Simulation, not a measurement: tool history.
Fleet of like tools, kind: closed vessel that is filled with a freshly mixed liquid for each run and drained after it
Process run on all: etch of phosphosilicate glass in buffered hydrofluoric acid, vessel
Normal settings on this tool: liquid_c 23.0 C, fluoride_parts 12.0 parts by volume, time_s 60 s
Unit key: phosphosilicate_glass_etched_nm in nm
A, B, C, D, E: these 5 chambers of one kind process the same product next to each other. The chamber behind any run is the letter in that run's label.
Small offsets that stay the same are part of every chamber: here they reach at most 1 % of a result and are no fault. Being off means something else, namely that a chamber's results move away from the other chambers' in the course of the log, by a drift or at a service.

run	hour	liquid_c	fluoride_parts	time_s	read-back film thickness of the phosphosilicate glass reference wafer, read on the same gauge (nm)	phosphosilicate_glass_etched_nm
1A	8.3	23.0	12.0	60	110.01	148.750
2B	23.8	23.0	12.0	60	110.00	150.200
3D	32.9	23.0	12.0	60	110.02	149.310
4E	40.3	23.0	12.0	60	110.00	147.170
# hour 44.2: chamber E: hydrofluoric acid flow meter replaced
5C	48.6	23.0	12.0	60	109.99	148.480
6A	56.9	23.0	16.5	60	110.01	110.050
# hour 58.4: chamber C: hydrofluoric acid flow meter replaced
7C	71.9	23.0	16.5	60	110.01	109.820
8E	84.7	23.0	16.5	60	110.01	109.960
9D	95.1	23.0	16.5	60	110.00	109.330
10B	110.4	23.0	16.5	60	110.01	110.270
11C	123.1	23.0	12.0	60	109.99	150.320
12A	135.7	23.0	12.0	60	109.98	151.110
13D	148.2	23.0	12.0	60	109.99	148.270
14B	164.2	23.0	12.0	60	109.99	150.040
15E	175.3	25.5	12.0	60	110.02	171.680
16D	185.6	25.5	12.0	60	110.00	170.500
17C	197.5	25.5	12.0	60	109.99	171.130
18B	208.6	25.5	12.0	60	109.97	171.770
19A	222.0	25.5	12.0	60	110.00	170.390
20E	236.8	23.0	12.0	30	110.01	74.954
21C	244.7	23.0	12.0	30	110.01	74.634
22E	257.8	23.0	12.0	30	110.00	74.525
23B	271.7	23.0	12.0	30	109.97	75.037
24A	285.1	23.0	12.0	30	110.00	74.203
25D	296.4	23.0	12.0	60	109.99	149.620
26C	303.9	23.0	12.0	60	109.99	149.670
27A	313.4	23.0	12.0	60	110.00	150.360
28E	322.7	23.0	12.0	60	109.99	148.430
# hour 328.1: chamber C: thermometer replaced
29D	337.9	23.0	12.0	60	110.03	150.550
30B	347.3	23.0	12.0	60	110.01	149.030
31C	362.5	23.0	12.0	60	110.00	149.910
32D	375.6	23.0	12.0	60	109.99	149.040
# hour 387.6: chamber B: hydrofluoric acid flow meter replaced
33B	389.6	23.0	12.0	60	109.99	150.160
34E	398.7	23.0	12.0	60	110.00	147.250
35A	413.9	23.0	12.0	60	109.97	148.150
36E	425.8	23.0	12.0	60	110.01	147.650
37C	435.9	23.0	12.0	60	110.00	150.810
38B	452.3	23.0	12.0	60	110.00	150.440
39A	462.4	23.0	12.0	60	110.00	149.260
40D	474.8	23.0	12.0	60	109.99	146.980

Read the log: is a single chamber off, either drifting away or since a service, is the gauge that measures every chamber drifting, or is nothing wrong beyond small per-chamber offsets? Name any odd chamber and what most likely caused it.

Nothing is wrong: each chamber keeps only its own small, steady offset and the gauge holds still.
